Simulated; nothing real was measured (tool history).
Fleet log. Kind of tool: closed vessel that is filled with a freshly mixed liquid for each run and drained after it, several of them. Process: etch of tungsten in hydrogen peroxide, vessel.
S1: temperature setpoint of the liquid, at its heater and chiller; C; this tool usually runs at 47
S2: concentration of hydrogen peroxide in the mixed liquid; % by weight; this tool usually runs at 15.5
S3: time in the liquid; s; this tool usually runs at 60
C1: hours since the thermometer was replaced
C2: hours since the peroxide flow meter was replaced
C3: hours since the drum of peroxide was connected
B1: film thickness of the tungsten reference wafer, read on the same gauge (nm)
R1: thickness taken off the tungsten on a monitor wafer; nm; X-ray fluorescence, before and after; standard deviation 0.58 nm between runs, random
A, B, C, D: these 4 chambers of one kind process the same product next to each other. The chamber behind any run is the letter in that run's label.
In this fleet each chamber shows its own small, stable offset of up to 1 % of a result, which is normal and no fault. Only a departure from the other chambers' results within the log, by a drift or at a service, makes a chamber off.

-- day=0.325 chamber C: new drum of peroxide connected
run 1C day=0.329 | S1=47 S2=15.5 S3=60 | C1=472.5 C2=75.7 C3=0.1 | B1=89.957 | R1=63.77
-- day=0.5 chamber D: new drum of peroxide connected
run 2D day=0.533 | S1=47 S2=15.5 S3=60 | C1=356 C2=1137.1 C3=0.8 | B1=90.011 | R1=64.067
run 3A day=0.796 | S1=47 S2=15.5 S3=60 | C1=418.8 C2=2022.1 C3=259.2 | B1=89.942 | R1=62.915
run 4B day=1.146 | S1=47 S2=15.5 S3=60 | C1=257.6 C2=32.5 C3=257.8 | B1=89.997 | R1=62.799
run 5B day=1.371 | S1=38.5 S2=19 S3=60 | C1=263 C2=37.9 C3=263.2 | B1=90.011 | R1=41.319
run 6C day=1.612 | S1=38.5 S2=19 S3=60 | C1=503.3 C2=106.5 C3=30.9 | B1=89.996 | R1=41.322
run 7D day=1.917 | S1=38.5 S2=19 S3=60 | C1=389.2 C2=1170.3 C3=34 | B1=90.038 | R1=40.367
run 8A day=2.188 | S1=38.5 S2=19 S3=60 | C1=452.2 C2=2055.5 C3=292.6 | B1=90.008 | R1=40.98
run 9C day=2.408 | S1=47 S2=15.5 S3=60 | C1=522.4 C2=125.6 C3=50 | B1=89.957 | R1=63.587
run 10A day=2.771 | S1=47 S2=14 S3=60 | C1=466.2 C2=2069.5 C3=306.6 | B1=89.975 | R1=60.988
run 11B day=3.071 | S1=47 S2=14 S3=60 | C1=303.8 C2=78.7 C3=304 | B1=89.987 | R1=60.693
-- day=3.358 chamber B: new drum of peroxide connected
run 12D day=3.396 | S1=47 S2=14 S3=60 | C1=424.7 C2=1205.8 C3=69.5 | B1=90.004 | R1=60.629
-- day=3.662 chamber A: peroxide flow meter replaced
run 13A day=3.679 | S1=47 S2=14 S3=60 | C1=488 C2=0.5 C3=328.4 | B1=89.993 | R1=62.014
run 14C day=3.912 | S1=47 S2=15.5 S3=60 | C1=558.5 C2=161.7 C3=86.1 | B1=90.014 | R1=63.691
run 15B day=4.288 | S1=47 S2=15.5 S3=60 | C1=333 C2=107.9 C3=22.3 | B1=89.952 | R1=64.501
run 16D day=4.567 | S1=47 S2=15.5 S3=60 | C1=452.8 C2=1233.9 C3=97.6 | B1=90.019 | R1=64.355
run 17D day=4.925 | S1=47 S2=15.5 S3=60 | C1=461.4 C2=1242.5 C3=106.2 | B1=89.983 | R1=63.773
run 18A day=5.138 | S1=47 S2=15.5 S3=60 | C1=523 C2=35.5 C3=363.4 | B1=89.994 | R1=66.226
run 19C day=5.417 | S1=47 S2=15.5 S3=80 | C1=594.6 C2=197.8 C3=122.2 | B1=90.015 | R1=84.679
run 20B day=5.75 | S1=47 S2=15.5 S3=80 | C1=368.1 C2=143 C3=57.4 | B1=90.022 | R1=85.267
run 21A day=6.171 | S1=47 S2=15.5 S3=80 | C1=547.8 C2=60.3 C3=388.2 | B1=89.956 | R1=90.153
run 22C day=6.571 | S1=47 S2=15.5 S3=80 | C1=622.3 C2=225.5 C3=149.9 | B1=89.992 | R1=84.015
run 23B day=6.817 | S1=47 S2=15.5 S3=60 | C1=393.7 C2=168.6 C3=83 | B1=89.964 | R1=65.15
run 24D day=7.146 | S1=47 S2=15.5 S3=60 | C1=514.7 C2=1295.8 C3=159.5 | B1=90.026 | R1=63.339
-- day=7.3 chamber A: new drum of peroxide connected
run 25A day=7.425 | S1=47 S2=15.5 S3=60 | C1=577.9 C2=90.4 C3=3.1 | B1=89.986 | R1=69.248
run 26C day=7.796 | S1=44 S2=15.5 S3=40 | C1=651.7 C2=254.9 C3=179.3 | B1=90.041 | R1=35.126

Is one chamber off against the others, does the gauge drift, or is nothing wrong? If a chamber is off, say which, and what the likeliest cause is.

It is chamber A that slowly wanders off from its peers.
What lies behind it: liquid hotter than its thermometer reads (K) = 1.59.

Which of the 4 candidates below, each the usual settings with something changed and its results left as question marks, puts chamber A back in line with what the other chambers give on the usual settings?
In-line tolerance around the mean of the other chambers on the usual settings: R1 2 nm
run 27A-1 day=8.1 | S1=48.5 S2=15.5 S3=60 | R1=?
run 27A-2 day=8.1 | S1=46 S2=15.5 S3=55 | R1=?
run 27A-3 day=8.1 | S1=47 S2=15.5 S3=55 | R1=?
run 27A-4 day=8.1 | S1=48 S2=15.5 S3=65 | R1=?

The mean the other chambers reach with the usual settings: R1 64.083 nm
run=27A-1 R1=76.668
run=27A-2 R1=60.218
run=27A-3 R1=64.059
run=27A-4 R1=80.555
27A-3 puts the chamber back in line with the other chambers.
